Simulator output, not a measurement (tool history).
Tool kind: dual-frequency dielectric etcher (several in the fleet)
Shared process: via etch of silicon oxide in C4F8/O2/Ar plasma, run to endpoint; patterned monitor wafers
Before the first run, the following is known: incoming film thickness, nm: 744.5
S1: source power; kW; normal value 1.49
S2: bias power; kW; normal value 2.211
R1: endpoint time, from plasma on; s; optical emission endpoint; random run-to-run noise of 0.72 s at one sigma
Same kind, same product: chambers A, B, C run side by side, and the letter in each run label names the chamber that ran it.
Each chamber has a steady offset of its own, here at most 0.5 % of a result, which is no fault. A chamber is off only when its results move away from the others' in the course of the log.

run	hour	S1	S2	R1
1C	8	1.49	2.211	158.52
2B	15.7	1.49	2.211	160.74
3A	22.1	1.49	2.211	159.48
4B	34	1.49	2.211	160.44
5C	41.1	1.49	2.211	160.71
6A	50.1	1.49	2.211	159.72
7A	60.3	1.49	2.211	160.62
8C	67	1.49	2.211	160.21
9B	78.7	1.28	1.926	179.76
# hour 78.9: chamber B: wet clean of the chamber
10B	84.5	1.28	1.926	177.28
11C	94.9	1.28	1.926	175.42
12A	104	1.49	2.616	152.16
13B	110	1.49	2.616	153.47
14A	115.4	1.49	2.616	153.14
15C	123	1.49	2.211	159.47
16C	130.2	1.49	2.211	159.21
17B	136.9	1.49	2.211	160.18
18A	144.4	1.63	1.971	161.89
19C	152.2	1.63	1.971	158.9
20A	157.6	1.63	1.971	162.38
21B	166.8	1.49	2.211	161.49
22A	174	1.49	2.211	163.96
23B	184.1	1.49	2.211	161.13
24C	189.4	1.49	2.211	159.35
25B	197.9	1.69	2.211	152.8
26A	207.9	1.69	2.211	156.56
27C	214.9	1.69	2.211	150.88
28B	226.5	1.49	2.211	161.27
29A	232	1.49	2.211	165.32
30C	242	1.49	2.211	159.42
31C	252.9	1.49	2.211	159.01
# hour 255: chamber B: bias power generator calibrated
# hour 259.1: chamber C: wet clean of the chamber
32B	259.1	1.49	2.211	162.15
33A	266.3	1.49	2.211	165.19
34A	278.7	1.49	1.733	177.79
35B	290.1	1.49	1.733	172.28
36C	299.7	1.49	1.733	171.54
37A	312	1.49	2.211	167.15
38C	323.3	1.49	2.211	159.5

The same settings go to every chamber for the next run, one line per chamber below. Forecast the results for each:
39A	332.1	1.49	2.026	?
39B	332.1	1.49	2.026	?
39C	332.1	1.49	2.026	?

run	R1
39A	171.85
39B	165.82
39C	163.09
